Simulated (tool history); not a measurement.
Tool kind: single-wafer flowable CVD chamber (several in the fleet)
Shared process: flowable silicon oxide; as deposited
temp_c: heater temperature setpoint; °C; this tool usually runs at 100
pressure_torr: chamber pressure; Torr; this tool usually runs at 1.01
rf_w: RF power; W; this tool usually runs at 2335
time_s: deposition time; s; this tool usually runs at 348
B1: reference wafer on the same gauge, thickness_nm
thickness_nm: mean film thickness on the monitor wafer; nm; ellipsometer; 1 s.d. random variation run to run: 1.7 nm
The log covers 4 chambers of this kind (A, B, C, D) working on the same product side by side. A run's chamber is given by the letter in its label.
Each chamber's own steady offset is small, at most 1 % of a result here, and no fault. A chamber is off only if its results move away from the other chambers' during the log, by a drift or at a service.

{"run": "1B", "day": 0.446, "temp_c": 100, "pressure_torr": 1.01, "rf_w": 2335, "time_s": 348, "B1": 303.79, "thickness_nm": 290.57}
{"run": "2D", "day": 0.867, "temp_c": 100, "pressure_torr": 1.01, "rf_w": 2335, "time_s": 348, "B1": 303.93, "thickness_nm": 291.66}
{"run": "3A", "day": 1.183, "temp_c": 100, "pressure_torr": 1.01, "rf_w": 2335, "time_s": 348, "B1": 304.34, "thickness_nm": 294.13}
{"run": "4C", "day": 1.512, "temp_c": 100, "pressure_torr": 1.01, "rf_w": 2335, "time_s": 348, "B1": 303.73, "thickness_nm": 292.26}
{"run": "5C", "day": 1.783, "temp_c": 100, "pressure_torr": 1.25, "rf_w": 2335, "time_s": 299, "B1": 304.09, "thickness_nm": 321.18}
{"run": "6B", "day": 2.054, "temp_c": 100, "pressure_torr": 1.25, "rf_w": 2335, "time_s": 299, "B1": 303.97, "thickness_nm": 318.28}
{"run": "7D", "day": 2.488, "temp_c": 100, "pressure_torr": 1.25, "rf_w": 2335, "time_s": 299, "B1": 304.33, "thickness_nm": 322.11}
{"run": "8A", "day": 2.867, "temp_c": 100, "pressure_torr": 1.25, "rf_w": 2335, "time_s": 299, "B1": 304.07, "thickness_nm": 314.56}
{"run": "9B", "day": 3.117, "temp_c": 100, "pressure_torr": 1.01, "rf_w": 2335, "time_s": 348, "B1": 304.08, "thickness_nm": 289.81}
{"run": "10A", "day": 3.475, "temp_c": 100, "pressure_torr": 1.01, "rf_w": 2335, "time_s": 348, "B1": 304.06, "thickness_nm": 292.64}
{"run": "11C", "day": 3.962, "temp_c": 100, "pressure_torr": 1.01, "rf_w": 2335, "time_s": 348, "B1": 304.19, "thickness_nm": 294.57}
{"run": "12D", "day": 4.246, "temp_c": 100, "pressure_torr": 1.01, "rf_w": 2335, "time_s": 348, "B1": 304.24, "thickness_nm": 291.4}
{"day": 4.35, "done": "chamber D: RF generator calibrated"}
{"run": "13B", "day": 4.496, "temp_c": 100, "pressure_torr": 1.01, "rf_w": 2335, "time_s": 348, "B1": 303.68, "thickness_nm": 290.72}
{"run": "14D", "day": 4.792, "temp_c": 89, "pressure_torr": 1.14, "rf_w": 2335, "time_s": 348, "B1": 303.95, "thickness_nm": 479.14}
{"run": "15A", "day": 5.038, "temp_c": 89, "pressure_torr": 1.14, "rf_w": 2335, "time_s": 348, "B1": 303.69, "thickness_nm": 482.3}
{"run": "16C", "day": 5.454, "temp_c": 89, "pressure_torr": 1.14, "rf_w": 2335, "time_s": 348, "B1": 303.96, "thickness_nm": 485.88}
{"run": "17C", "day": 5.833, "temp_c": 89, "pressure_torr": 1.14, "rf_w": 2335, "time_s": 348, "B1": 304.39, "thickness_nm": 485.33}
{"run": "18A", "day": 6.188, "temp_c": 100, "pressure_torr": 1.01, "rf_w": 2335, "time_s": 348, "B1": 304.3, "thickness_nm": 290.36}
{"run": "19D", "day": 6.65, "temp_c": 100, "pressure_torr": 1.01, "rf_w": 2335, "time_s": 348, "B1": 303.88, "thickness_nm": 292.86}
{"run": "20B", "day": 6.896, "temp_c": 100, "pressure_torr": 1.01, "rf_w": 2335, "time_s": 348, "B1": 304.05, "thickness_nm": 289.11}
{"run": "21C", "day": 7.121, "temp_c": 100, "pressure_torr": 1.01, "rf_w": 2335, "time_s": 348, "B1": 303.73, "thickness_nm": 291.03}
{"run": "22D", "day": 7.492, "temp_c": 100, "pressure_torr": 1.01, "rf_w": 2335, "time_s": 348, "B1": 303.55, "thickness_nm": 290.98}
{"run": "23A", "day": 7.854, "temp_c": 100, "pressure_torr": 1.12, "rf_w": 2335, "time_s": 401, "B1": 303.53, "thickness_nm": 376.59}
{"run": "24B", "day": 8.075, "temp_c": 100, "pressure_torr": 1.12, "rf_w": 2335, "time_s": 401, "B1": 303.82, "thickness_nm": 377.87}
{"run": "25B", "day": 8.375, "temp_c": 100, "pressure_torr": 1.12, "rf_w": 2335, "time_s": 401, "B1": 304.21, "thickness_nm": 376.46}
{"run": "26C", "day": 8.642, "temp_c": 100, "pressure_torr": 1.12, "rf_w": 2335, "time_s": 401, "B1": 304.05, "thickness_nm": 377.63}
{"run": "27D", "day": 8.879, "temp_c": 100, "pressure_torr": 1.01, "rf_w": 2335, "time_s": 348, "B1": 304.3, "thickness_nm": 293}
{"run": "28A", "day": 9.179, "temp_c": 100, "pressure_torr": 1.01, "rf_w": 2335, "time_s": 348, "B1": 303.75, "thickness_nm": 290.77}
{"run": "29A", "day": 9.479, "temp_c": 100, "pressure_torr": 1.01, "rf_w": 2335, "time_s": 348, "B1": 304.35, "thickness_nm": 293.44}
{"run": "30D", "day": 9.721, "temp_c": 100, "pressure_torr": 1.01, "rf_w": 2335, "time_s": 348, "B1": 303.87, "thickness_nm": 289.6}
{"run": "31B", "day": 10.038, "temp_c": 100, "pressure_torr": 1.01, "rf_w": 2335, "time_s": 348, "B1": 303.71, "thickness_nm": 293.55}
{"run": "32C", "day": 10.3, "temp_c": 100, "pressure_torr": 1.01, "rf_w": 2740, "time_s": 317, "B1": 304.3, "thickness_nm": 270.98}
{"run": "33D", "day": 10.612, "temp_c": 100, "pressure_torr": 1.01, "rf_w": 2740, "time_s": 317, "B1": 303.65, "thickness_nm": 272.44}
{"run": "34C", "day": 11.121, "temp_c": 100, "pressure_torr": 1.01, "rf_w": 2740, "time_s": 317, "B1": 304.17, "thickness_nm": 275.34}
{"run": "35A", "day": 11.525, "temp_c": 100, "pressure_torr": 1.01, "rf_w": 2740, "time_s": 317, "B1": 303.88, "thickness_nm": 267.8}
{"run": "36B", "day": 11.792, "temp_c": 100, "pressure_torr": 1.01, "rf_w": 2335, "time_s": 348, "B1": 304.14, "thickness_nm": 292.95}
{"day": 11.988, "done": "chamber D: thermocouple changed; heater temperature recalibrated"}
{"run": "37D", "day": 12.012, "temp_c": 100, "pressure_torr": 1.01, "rf_w": 2335, "time_s": 348, "B1": 304.33, "thickness_nm": 290.72}
{"run": "38B", "day": 12.496, "temp_c": 100, "pressure_torr": 1.01, "rf_w": 2335, "time_s": 348, "B1": 304.24, "thickness_nm": 292.49}
{"run": "39C", "day": 12.921, "temp_c": 100, "pressure_torr": 1.01, "rf_w": 2335, "time_s": 348, "B1": 304.51, "thickness_nm": 292.43}

Decide between three cases: one chamber stands off from its peers, the gauge reading all wafers drifts, or nothing is wrong past each chamber's small offset. Where a chamber is off, say which and what most likely put it there.

No chamber is off and the gauge is stable; the differences are just each chamber's small, constant offset.
